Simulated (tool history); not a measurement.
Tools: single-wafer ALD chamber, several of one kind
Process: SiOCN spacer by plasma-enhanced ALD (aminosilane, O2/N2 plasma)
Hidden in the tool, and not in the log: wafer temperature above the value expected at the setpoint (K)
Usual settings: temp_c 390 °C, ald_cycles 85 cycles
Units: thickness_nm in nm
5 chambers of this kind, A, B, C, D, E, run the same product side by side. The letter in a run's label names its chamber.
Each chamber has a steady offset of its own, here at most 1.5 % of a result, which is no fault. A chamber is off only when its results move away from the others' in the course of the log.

run,hour,temp_c,ald_cycles,hours since the last thermocouple change,"read-back reference wafer on the same gauge, thickness_nm",thickness_nm
1B,4.9,390,85,1059.8,4.2409,5.1681
2E,12.5,390,85,93.2,4.2435,5.0842
3D,20.7,390,85,392.2,4.2422,5.2041
4A,29,390,85,1145,4.2366,5.1755
5C,37.9,390,85,278.9,4.2398,5.1657
6E,43.8,390,85,124.5,4.2407,5.0872
7D,51.5,390,85,423,4.2387,5.2279
8B,56.4,390,98,1111.3,4.2455,5.9782
9A,63,390,98,1179,4.2443,5.9823
10C,69.7,390,98,310.7,4.2389,5.9616
11B,76.9,390,98,1131.8,4.2416,5.945
12C,84.3,390,98,325.3,4.2425,5.9414
13D,92.9,390,85,464.4,4.2381,5.1802
14A,99.6,390,85,1215.6,4.2363,5.1733
15E,108.6,390,85,189.3,4.2406,5.1138
16D,113.7,381,93,485.2,4.2377,5.6775
17E,122.3,381,93,203,4.2377,5.6198
18A,127.2,381,93,1243.2,4.2419,5.7081
19C,131.5,381,93,372.5,4.2404,5.636
20B,139.7,381,93,1194.6,4.2367,5.636
21D,146,390,85,517.5,4.2402,5.1963
22C,153.4,390,85,394.4,4.2398,5.1563
23B,160.8,390,85,1215.7,4.2369,5.129
24A,167.1,376,99,1283.1,4.2427,6.0583
25E,175.1,376,99,255.8,4.2383,5.9746
26D,182.6,376,99,554.1,4.2426,6.0795
27A,190.1,376,99,1306.1,4.238,6.0069
28E,198.7,376,99,279.4,4.2398,5.9094
29C,204.3,390,85,445.3,4.2377,5.146
30B,209.5,390,85,1264.4,4.239,5.1833
# hour 216.3: chamber A: thermocouple changed; heater temperature recalibrated
31A,217.3,390,96,1,4.2424,5.8193
32E,223.4,390,96,304.1,4.2389,5.7195
33D,232.3,390,96,603.8,4.2423,5.8582
34B,239.1,390,96,1294,4.2377,5.823
35C,245.2,390,96,486.2,4.2406,5.8258
36A,253.9,390,85,37.6,4.2415,5.1855

Is one chamber off against the others, does the gauge drift, or is nothing wrong? If a chamber is off, say which, and what the likeliest cause is.

No chamber stands off beyond its own small offset, and the gauge holds steady.

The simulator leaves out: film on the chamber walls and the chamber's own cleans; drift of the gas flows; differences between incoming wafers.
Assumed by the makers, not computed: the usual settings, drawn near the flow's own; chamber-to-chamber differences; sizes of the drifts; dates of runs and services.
